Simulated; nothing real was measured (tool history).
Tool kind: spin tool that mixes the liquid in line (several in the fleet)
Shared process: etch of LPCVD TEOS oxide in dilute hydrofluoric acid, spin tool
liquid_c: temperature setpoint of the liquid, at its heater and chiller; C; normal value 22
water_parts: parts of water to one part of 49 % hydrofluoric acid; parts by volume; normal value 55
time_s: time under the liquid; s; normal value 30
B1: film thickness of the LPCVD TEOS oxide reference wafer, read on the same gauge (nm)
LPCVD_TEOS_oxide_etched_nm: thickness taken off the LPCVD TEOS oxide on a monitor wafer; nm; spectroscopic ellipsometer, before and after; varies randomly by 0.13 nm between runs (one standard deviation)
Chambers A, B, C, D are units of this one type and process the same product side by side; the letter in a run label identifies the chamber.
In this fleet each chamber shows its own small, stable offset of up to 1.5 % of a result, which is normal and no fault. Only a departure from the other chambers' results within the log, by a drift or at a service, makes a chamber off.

run 1C hour=5.5 | liquid_c=22 water_parts=55 time_s=30 | B1=150.03 | LPCVD_TEOS_oxide_etched_nm=18.808
run 2B hour=12 | liquid_c=22 water_parts=55 time_s=30 | B1=149.98 | LPCVD_TEOS_oxide_etched_nm=19.111
run 3D hour=19.4 | liquid_c=22 water_parts=55 time_s=30 | B1=150.04 | LPCVD_TEOS_oxide_etched_nm=18.894
run 4A hour=31.7 | liquid_c=22 water_parts=55 time_s=30 | B1=150 | LPCVD_TEOS_oxide_etched_nm=18.744
run 5A hour=39.4 | liquid_c=22 water_parts=55 time_s=30 | B1=150.01 | LPCVD_TEOS_oxide_etched_nm=18.648
run 6B hour=45.2 | liquid_c=22 water_parts=55 time_s=30 | B1=150.02 | LPCVD_TEOS_oxide_etched_nm=18.695
run 7D hour=51 | liquid_c=22 water_parts=75 time_s=45 | B1=150.04 | LPCVD_TEOS_oxide_etched_nm=20.05
run 8C hour=59 | liquid_c=22 water_parts=75 time_s=45 | B1=150.07 | LPCVD_TEOS_oxide_etched_nm=20.015
run 9A hour=67.3 | liquid_c=22 water_parts=75 time_s=45 | B1=149.99 | LPCVD_TEOS_oxide_etched_nm=19.913
run 10C hour=78.6 | liquid_c=22 water_parts=75 time_s=45 | B1=149.97 | LPCVD_TEOS_oxide_etched_nm=20.049
run 11B hour=90.1 | liquid_c=22 water_parts=55 time_s=30 | B1=149.97 | LPCVD_TEOS_oxide_etched_nm=19.25
run 12D hour=98.7 | liquid_c=22 water_parts=55 time_s=30 | B1=149.98 | LPCVD_TEOS_oxide_etched_nm=19.139
run 13D hour=108.3 | liquid_c=22 water_parts=55 time_s=30 | B1=150.01 | LPCVD_TEOS_oxide_etched_nm=19.094
run 14C hour=118.3 | liquid_c=22 water_parts=55 time_s=30 | B1=150.02 | LPCVD_TEOS_oxide_etched_nm=18.756
run 15A hour=129.6 | liquid_c=22 water_parts=55 time_s=30 | B1=149.99 | LPCVD_TEOS_oxide_etched_nm=18.456
-- hour=135.1 chamber C: thermometer replaced
run 16B hour=137.7 | liquid_c=22 water_parts=55 time_s=30 | B1=150 | LPCVD_TEOS_oxide_etched_nm=18.942
-- hour=146.2 chamber A: hydrofluoric acid flow meter replaced
run 17B hour=146.7 | liquid_c=22 water_parts=55 time_s=30 | B1=150.01 | LPCVD_TEOS_oxide_etched_nm=18.892
run 18D hour=153.8 | liquid_c=20 water_parts=55 time_s=40 | B1=150.01 | LPCVD_TEOS_oxide_etched_nm=23.777
run 19C hour=161.7 | liquid_c=20 water_parts=55 time_s=40 | B1=150 | LPCVD_TEOS_oxide_etched_nm=23.084
run 20A hour=171.5 | liquid_c=20 water_parts=55 time_s=40 | B1=150.01 | LPCVD_TEOS_oxide_etched_nm=22.818
run 21B hour=176.9 | liquid_c=20 water_parts=55 time_s=40 | B1=150 | LPCVD_TEOS_oxide_etched_nm=23.517
run 22D hour=188.8 | liquid_c=22 water_parts=55 time_s=30 | B1=150.01 | LPCVD_TEOS_oxide_etched_nm=19.318
run 23C hour=197.2 | liquid_c=22 water_parts=55 time_s=30 | B1=150.01 | LPCVD_TEOS_oxide_etched_nm=19.071
run 24A hour=208.2 | liquid_c=22 water_parts=55 time_s=30 | B1=150.01 | LPCVD_TEOS_oxide_etched_nm=18.668
run 25A hour=217.7 | liquid_c=22 water_parts=55 time_s=30 | B1=149.99 | LPCVD_TEOS_oxide_etched_nm=18.473
run 26C hour=228 | liquid_c=22 water_parts=55 time_s=30 | B1=150.03 | LPCVD_TEOS_oxide_etched_nm=18.654
-- hour=232.1 chamber B: thermometer replaced
run 27D hour=237.7 | liquid_c=22 water_parts=55 time_s=30 | B1=150.03 | LPCVD_TEOS_oxide_etched_nm=19.661
run 28B hour=245 | liquid_c=22 water_parts=55 time_s=30 | B1=149.98 | LPCVD_TEOS_oxide_etched_nm=18.877
run 29C hour=254.8 | liquid_c=22 water_parts=55 time_s=30 | B1=150.03 | LPCVD_TEOS_oxide_etched_nm=18.724
run 30A hour=260.8 | liquid_c=22 water_parts=55 time_s=30 | B1=150 | LPCVD_TEOS_oxide_etched_nm=18.518
run 31D hour=273.2 | liquid_c=22 water_parts=55 time_s=30 | B1=150.01 | LPCVD_TEOS_oxide_etched_nm=19.849
run 32B hour=278.9 | liquid_c=22 water_parts=55 time_s=30 | B1=149.99 | LPCVD_TEOS_oxide_etched_nm=18.936
run 33B hour=288.5 | liquid_c=22 water_parts=55 time_s=30 | B1=150.02 | LPCVD_TEOS_oxide_etched_nm=19.046
run 34D hour=293.8 | liquid_c=22 water_parts=55 time_s=30 | B1=150.01 | LPCVD_TEOS_oxide_etched_nm=19.814
run 35C hour=300.6 | liquid_c=22 water_parts=55 time_s=30 | B1=150 | LPCVD_TEOS_oxide_etched_nm=18.806
run 36A hour=311.5 | liquid_c=22 water_parts=55 time_s=30 | B1=150.01 | LPCVD_TEOS_oxide_etched_nm=18.313
run 37B hour=321.1 | liquid_c=26 water_parts=30 time_s=30 | B1=150 | LPCVD_TEOS_oxide_etched_nm=42.987
run 38A hour=327.9 | liquid_c=26 water_parts=30 time_s=30 | B1=150 | LPCVD_TEOS_oxide_etched_nm=41.829

The same settings go to every chamber for the next run, one line per chamber below. Forecast the results for each:
run 39A hour=336.8 | liquid_c=22 water_parts=55 time_s=30 | LPCVD_TEOS_oxide_etched_nm=?
run 39B hour=336.8 | liquid_c=22 water_parts=55 time_s=30 | LPCVD_TEOS_oxide_etched_nm=?
run 39C hour=336.8 | liquid_c=22 water_parts=55 time_s=30 | LPCVD_TEOS_oxide_etched_nm=?
run 39D hour=336.8 | liquid_c=22 water_parts=55 time_s=30 | LPCVD_TEOS_oxide_etched_nm=?

run=39A LPCVD_TEOS_oxide_etched_nm=18.234
run=39B LPCVD_TEOS_oxide_etched_nm=19.053
run=39C LPCVD_TEOS_oxide_etched_nm=18.785
run=39D LPCVD_TEOS_oxide_etched_nm=20.05

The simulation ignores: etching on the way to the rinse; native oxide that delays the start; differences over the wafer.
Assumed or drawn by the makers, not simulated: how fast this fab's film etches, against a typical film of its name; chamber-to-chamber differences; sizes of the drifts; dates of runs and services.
